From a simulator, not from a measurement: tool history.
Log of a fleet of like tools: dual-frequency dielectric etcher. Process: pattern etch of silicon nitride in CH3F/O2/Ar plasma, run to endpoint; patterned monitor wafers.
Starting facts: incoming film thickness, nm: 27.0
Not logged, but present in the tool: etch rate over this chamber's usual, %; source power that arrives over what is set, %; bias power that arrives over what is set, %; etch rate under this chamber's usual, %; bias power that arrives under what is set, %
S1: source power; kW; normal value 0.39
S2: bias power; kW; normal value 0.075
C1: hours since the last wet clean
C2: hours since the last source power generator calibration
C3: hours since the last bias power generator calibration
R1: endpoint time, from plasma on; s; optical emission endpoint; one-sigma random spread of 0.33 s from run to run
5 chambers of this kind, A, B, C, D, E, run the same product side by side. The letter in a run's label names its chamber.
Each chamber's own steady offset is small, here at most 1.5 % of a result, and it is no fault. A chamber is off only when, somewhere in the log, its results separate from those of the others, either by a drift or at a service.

run,hour,S1,S2,C1,C2,C3,R1
1A,4.9,0.39,0.075,479.7,4832.7,186,39.319
2B,10.1,0.39,0.075,405.3,2904.6,2092.2,38.464
3E,17.1,0.39,0.075,286.2,777.9,1666.2,39.06
4D,23.5,0.39,0.075,444.5,752.1,1584.4,39.164
5C,29.9,0.39,0.075,252,2705.9,3775.3,39.202
6A,33.5,0.39,0.075,508.3,4861.3,214.6,39.385
7B,37.9,0.39,0.075,433.1,2932.4,2120,38.811
8D,45.1,0.39,0.075,466.1,773.7,1606,38.286
9C,49.9,0.39,0.075,272,2725.9,3795.3,38.451
10E,56.7,0.39,0.075,325.8,817.5,1705.8,38.532
11C,62.9,0.31,0.063,285,2738.9,3808.3,44.782
12D,66.2,0.31,0.063,487.2,794.8,1627.1,44.891
# hour 69.8: chamber A: source power generator calibrated
# hour 71.9: chamber B: wet clean of the chamber
13B,72.4,0.31,0.063,0.6,2966.9,2154.5,46.604
14A,78.7,0.31,0.063,553.5,8.9,259.8,45.485
15E,84.8,0.31,0.063,353.9,845.6,1733.9,44.245
16E,89.1,0.39,0.075,358.2,849.9,1738.2,39.347
17D,96,0.39,0.075,517,824.6,1656.9,38.459
18C,102.2,0.39,0.075,324.3,2778.2,3847.6,39.099
19A,108.6,0.39,0.075,583.4,38.8,289.7,39.783
20B,115.5,0.39,0.075,43.7,3010,2197.6,40.13
21E,119.9,0.39,0.075,389,880.7,1769,38.735
22D,125.5,0.31,0.093,546.5,854.1,1686.4,39.18
23A,130.1,0.31,0.093,604.9,60.3,311.2,40.252
24B,137.5,0.31,0.093,65.7,3032,2219.6,40.828
25C,143.1,0.31,0.093,365.2,2819.1,3888.5,39.164
26C,148.2,0.31,0.093,370.3,2824.2,3893.6,38.576
27A,153.2,0.44,0.075,628,83.4,334.3,38.126
# hour 153.8: chamber A: wet clean of the chamber
28B,157.7,0.44,0.075,85.9,3052.2,2239.8,38.894
29E,163,0.44,0.075,432.1,923.8,1812.1,37.193
30D,166.3,0.44,0.075,587.3,894.9,1727.2,36.734
31A,173.3,0.44,0.075,19.6,103.5,354.4,37.975
32D,180,0.39,0.075,601,908.6,1740.9,38.96
33B,186.8,0.39,0.075,115,3081.3,2268.9,40.875
34E,190.3,0.39,0.075,459.4,951.1,1839.4,38.88
35C,194.9,0.39,0.075,417,2870.9,3940.3,38.843
36A,202.2,0.39,0.075,48.5,132.4,383.3,38.868
# hour 205.8: chamber D: wet clean of the chamber
37B,208.9,0.39,0.075,137.1,3103.4,2291,41.216
38E,215.8,0.39,0.075,484.9,976.6,1864.9,38.725
39D,222.5,0.39,0.075,16.7,951.1,1783.4,38.419

For the next run the whole fleet of 5 chambers uses the same settings. Give each chamber's results:
40A,227.9,0.46,0.075,,,,?
40B,227.9,0.46,0.075,,,,?
40C,227.9,0.46,0.075,,,,?
40D,227.9,0.46,0.075,,,,?
40E,227.9,0.46,0.075,,,,?

run,R1
40A,36.636
40B,38.036
40C,35.889
40D,36.511
40E,36.561
